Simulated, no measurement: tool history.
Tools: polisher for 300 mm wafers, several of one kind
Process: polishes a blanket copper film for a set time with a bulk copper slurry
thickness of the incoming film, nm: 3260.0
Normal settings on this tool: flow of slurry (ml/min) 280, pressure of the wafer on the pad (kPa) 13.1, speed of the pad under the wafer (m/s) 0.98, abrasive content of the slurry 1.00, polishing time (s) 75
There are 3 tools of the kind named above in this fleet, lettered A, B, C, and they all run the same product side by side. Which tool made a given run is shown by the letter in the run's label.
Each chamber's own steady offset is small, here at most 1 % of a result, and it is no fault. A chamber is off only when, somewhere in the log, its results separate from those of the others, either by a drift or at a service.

run   hour  flow of slurry (ml/min)  pressure of the wafer on the pad (kPa)  speed of the pad under the wafer (m/s)  abrasive content of the slurry  polishing time (s)  wafers polished on this pad  hours since the slurry nozzle was cleaned  hours since the head pressure was calibrated  hours since the slurry blender was calibrated  film removed (Å)
 1C    2.6                      280                                    13.1                                    0.98                            1.00                  75                          427                                        7.5                                          46.1                                           44.1            3678.1
 2B    5.9                      280                                    13.1                                    0.98                            1.00                  75                          426                                      409.1                                         541.1                                           37.5            3672.2
 3A    9.3                      280                                    13.1                                    0.98                            1.00                  75                          986                                      265.4                                         262.9                                           63.2            3713.9
 4C   14.3                      280                                    13.1                                    0.98                            1.00                  75                          529                                       19.2                                          57.8                                           55.8            3819.1
 5B   19.6                      280                                    13.1                                    0.98                            1.00                  75                          545                                      422.8                                         554.8                                           51.2            3747.3
 6A   23.1                      280                                    13.1                                    0.98                            1.00                  75                         1106                                      279.2                                         276.7                                           77.0            3603.9
 7C   28.2                      280                                    13.1                                    0.98                            1.00                  75                          649                                       33.1                                          71.7                                           69.7            3799.8
      29.2  -- chamber B: worn pad replaced by a new one
 8B   33.5                      280                                    13.1                                    0.98                            1.00                  75                           37                                      436.7                                         568.7                                           65.1            3613.0
      35.4  -- chamber A: worn pad replaced by a new one
 9A   38.2                      280                                    13.1                                    0.98                            1.00                  75                           24                                      294.3                                         291.8                                           92.1            3679.1
10C   41.3                      280                                    13.1                                    0.98                            1.00                  75                          762                                       46.2                                          84.8                                           82.8            3612.7
11B   44.7                      280                                    13.1                                    0.98                            1.00                  75                          134                                      447.9                                         579.9                                           76.3            3635.8
12A   49.7                      280                                    13.1                                    0.98                            1.00                  75                          123                                      305.8                                         303.3                                          103.6            3687.4
13A   52.6                      280                                    13.1                                    0.98                            1.00                  75                          149                                      308.7                                         306.2                                          106.5            3679.3
14C   56.2                      280                                    13.1                                    0.98                            1.00                  75                          891                                       61.1                                          99.7                                           97.7            3662.9
      61.2  -- chamber C: slurry blender recalibrated
15B   61.5                      280                                    17.2                                    0.98                            1.10                  75                          280                                      464.7                                         596.7                                           93.1            4970.2
16C   64.0                      280                                    17.2                                    0.98                            1.10                  75                          959                                       68.9                                         107.5                                            2.9            4933.2
17B   67.2                      280                                    17.2                                    0.98                            1.10                  75                          329                                      470.4                                         602.4                                           98.8            4941.0
18A   71.2                      280                                    13.1                                    0.98                            1.00                  75                          310                                      327.3                                         324.8                                          125.1            3662.9
19C   75.2                      350                                    13.1                                    1.30                            1.00                  75                         1056                                       80.1                                         118.7                                           14.1            5041.5
20A   79.7                      350                                    13.1                                    1.30                            1.00                  75                          383                                      335.8                                         333.3                                          133.6            5041.4
21B   84.6                      350                                    13.1                                    1.30                            1.00                  75                          480                                      487.8                                         619.8                                          116.2            5053.7
22A   88.8                      280                                    13.1                                    0.98                            1.00                  75                          462                                      344.9                                         342.4                                          142.7            3733.7
23B   93.2                      280                                    13.1                                    0.80                            1.00                  75                          554                                      496.4                                         628.4                                          124.8            3034.3
24C   96.8                      280                                    13.1                                    0.80                            1.00                  75                         1243                                      101.7                                         140.3                                           35.7            3050.7
25C  100.5                      280                                    13.1                                    0.80                            1.00                  75                         1275                                      105.4                                         144.0                                           39.4            3022.8
     104.3  -- chamber B: worn pad replaced by a new one
26A  105.8                      280                                    13.1                                    0.98                            1.00                  75                          609                                      361.9                                         359.4                                          159.7            3668.8
27B  110.9                      280                                    13.1                                    0.98                            1.00                  75                           57                                      514.1                                         646.1                                          142.5            3719.9
28C  115.0                      280                                    13.1                                    0.98                            1.00                  75                         1401                                      119.9                                         158.5                                           53.9            3686.6
29A  117.8                      280                                    13.1                                    0.98                            1.00                  75                          713                                      373.9                                         371.4                                          171.7            3671.8
     118.5  -- chamber C: worn pad replaced by a new one
30B  121.0                      280                                    17.9                                    0.98                            1.00                  75                          144                                      524.2                                         656.2                                          152.6            5104.4
     122.2  -- chamber B: slurry nozzle cleaned
31A  123.6                      280                                    17.9                                    0.98                            1.00                  75                          763                                      379.7                                         377.2                                          177.5            4891.4
32B  128.8                      280                                    17.9                                    0.98                            1.00                  75                          212                                        6.6                                         664.0                                          160.4            5153.6
33C  131.3                      280                                    13.1                                    0.98                            1.00                  75                          111                                      136.2                                         174.8                                           70.2            3698.0
34A  135.4                      280                                    13.1                                    0.98                            1.00                  75                          866                                      391.5                                         389.0                                          189.3            3699.9
35B  140.4                      280                                    13.1                                    0.98                            1.00                  75                          312                                       18.2                                         675.6                                          172.0            3555.2
36C  144.6                      280                                    13.1                                    0.98                            1.00                  75                          226                                      149.5                                         188.1                                           83.5            3650.5
37A  148.3                      280                                     9.0                                    0.98                            1.25                  75                          977                                      404.4                                         401.9                                          202.2            2687.2
38C  152.9                      280                                     9.0                                    0.98                            1.25                  75                          298                                      157.8                                         196.4                                           91.8            2729.2
39B  156.0                      280                                     9.0                                    0.98                            1.25                  75                          447                                       33.8                                         691.2                                          187.6            2653.0
40C  159.7                      280                                    13.1                                    0.98                            1.00                  75                          357                                      164.6                                         203.2                                           98.6            3713.0
41A  162.8                      280                                    13.1                                    0.98                            1.00                  75                         1103                                      418.9                                         416.4                                          216.7            3709.9

Each of the 3 chambers runs these same settings next. Fill in every chamber's results:
42A  166.7                      280                                    13.1                                    0.98                            1.00                  75                                                                                                                                                                                      ?
42B  166.7                      280                                    13.1                                    0.98                            1.00                  75                                                                                                                                                                                      ?
42C  166.7                      280                                    13.1                                    0.98                            1.00                  75                                                                                                                                                                                      ?

run  film removed (Å)
42A            3672.8
42B            3805.6
42C            3712.9
